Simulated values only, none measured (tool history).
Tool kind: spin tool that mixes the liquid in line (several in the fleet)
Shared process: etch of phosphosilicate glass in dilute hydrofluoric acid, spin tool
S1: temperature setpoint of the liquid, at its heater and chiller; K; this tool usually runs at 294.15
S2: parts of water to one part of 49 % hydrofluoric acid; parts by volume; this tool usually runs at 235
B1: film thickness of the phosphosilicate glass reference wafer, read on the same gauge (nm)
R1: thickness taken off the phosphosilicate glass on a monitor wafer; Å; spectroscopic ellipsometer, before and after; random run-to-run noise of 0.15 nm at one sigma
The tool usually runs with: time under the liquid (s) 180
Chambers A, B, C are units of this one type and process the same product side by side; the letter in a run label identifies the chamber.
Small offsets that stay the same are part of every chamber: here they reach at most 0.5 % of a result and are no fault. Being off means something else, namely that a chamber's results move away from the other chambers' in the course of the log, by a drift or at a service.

run 1A hour=3.2 | S1=294.15 S2=235 time_under_the_liquid_(s)=180 | B1=59.991 | R1=355.13
run 2C hour=9.1 | S1=294.15 S2=235 time_under_the_liquid_(s)=180 | B1=59.99 | R1=354.05
run 3B hour=14.1 | S1=294.15 S2=235 time_under_the_liquid_(s)=180 | B1=60.015 | R1=352.25
run 4C hour=17.6 | S1=294.15 S2=235 time_under_the_liquid_(s)=180 | B1=59.993 | R1=353.33
run 5A hour=21.6 | S1=294.15 S2=235 time_under_the_liquid_(s)=180 | B1=59.977 | R1=354.76
run 6B hour=25.6 | S1=294.15 S2=235 time_under_the_liquid_(s)=180 | B1=59.993 | R1=352.08
run 7B hour=32.4 | S1=294.15 S2=235 time_under_the_liquid_(s)=180 | B1=60.002 | R1=354.41
run 8A hour=36.4 | S1=294.15 S2=235 time_under_the_liquid_(s)=180 | B1=60 | R1=356.25
run 9C hour=39.7 | S1=294.15 S2=235 time_under_the_liquid_(s)=180 | B1=59.995 | R1=357.75
run 10A hour=45.1 | S1=294.15 S2=235 time_under_the_liquid_(s)=180 | B1=60 | R1=354.44
run 11B hour=51 | S1=294.15 S2=235 time_under_the_liquid_(s)=180 | B1=59.987 | R1=352.88
run 12C hour=55 | S1=294.15 S2=235 time_under_the_liquid_(s)=180 | B1=60.024 | R1=355.86
run 13A hour=59 | S1=294.15 S2=235 time_under_the_liquid_(s)=255 | B1=60.02 | R1=506.21
run 14B hour=65.5 | S1=294.15 S2=235 time_under_the_liquid_(s)=255 | B1=59.997 | R1=499.33
run 15C hour=68.8 | S1=294.15 S2=235 time_under_the_liquid_(s)=255 | B1=59.973 | R1=504.65
run 16C hour=73.7 | S1=294.15 S2=235 time_under_the_liquid_(s)=180 | B1=60.013 | R1=354.81
run 17B hour=76.9 | S1=294.15 S2=235 time_under_the_liquid_(s)=180 | B1=60.009 | R1=351.2
run 18A hour=81.4 | S1=294.15 S2=235 time_under_the_liquid_(s)=180 | B1=60.019 | R1=357.39
run 19B hour=84.8 | S1=294.15 S2=235 time_under_the_liquid_(s)=180 | B1=59.97 | R1=354.7
run 20C hour=88.7 | S1=294.15 S2=235 time_under_the_liquid_(s)=180 | B1=60.011 | R1=353.8
run 21A hour=95 | S1=294.15 S2=350 time_under_the_liquid_(s)=130 | B1=60.008 | R1=154.91
run 22C hour=100.1 | S1=294.15 S2=350 time_under_the_liquid_(s)=130 | B1=59.992 | R1=153.81
run 23B hour=106.4 | S1=294.15 S2=350 time_under_the_liquid_(s)=130 | B1=59.99 | R1=152.73
run 24A hour=112.5 | S1=294.15 S2=235 time_under_the_liquid_(s)=180 | B1=60.008 | R1=355.2
run 25C hour=116.8 | S1=294.15 S2=235 time_under_the_liquid_(s)=180 | B1=60.015 | R1=355.13
run 26B hour=121.7 | S1=294.15 S2=235 time_under_the_liquid_(s)=180 | B1=59.988 | R1=352.1
-- hour=123 chamber A: hydrofluoric acid flow meter replaced
run 27A hour=126.6 | S1=294.15 S2=235 time_under_the_liquid_(s)=135 | B1=59.998 | R1=265.43
run 28A hour=131.2 | S1=294.15 S2=235 time_under_the_liquid_(s)=135 | B1=59.99 | R1=267.05

Next, every chamber runs the same settings. What will each give?
run 29A hour=136.2 | S1=294.15 S2=235 time_under_the_liquid_(s)=225 | R1=?
run 29B hour=136.2 | S1=294.15 S2=235 time_under_the_liquid_(s)=225 | R1=?
run 29C hour=136.2 | S1=294.15 S2=235 time_under_the_liquid_(s)=225 | R1=?

run=29A R1=443.66
run=29B R1=440.67
run=29C R1=439.85
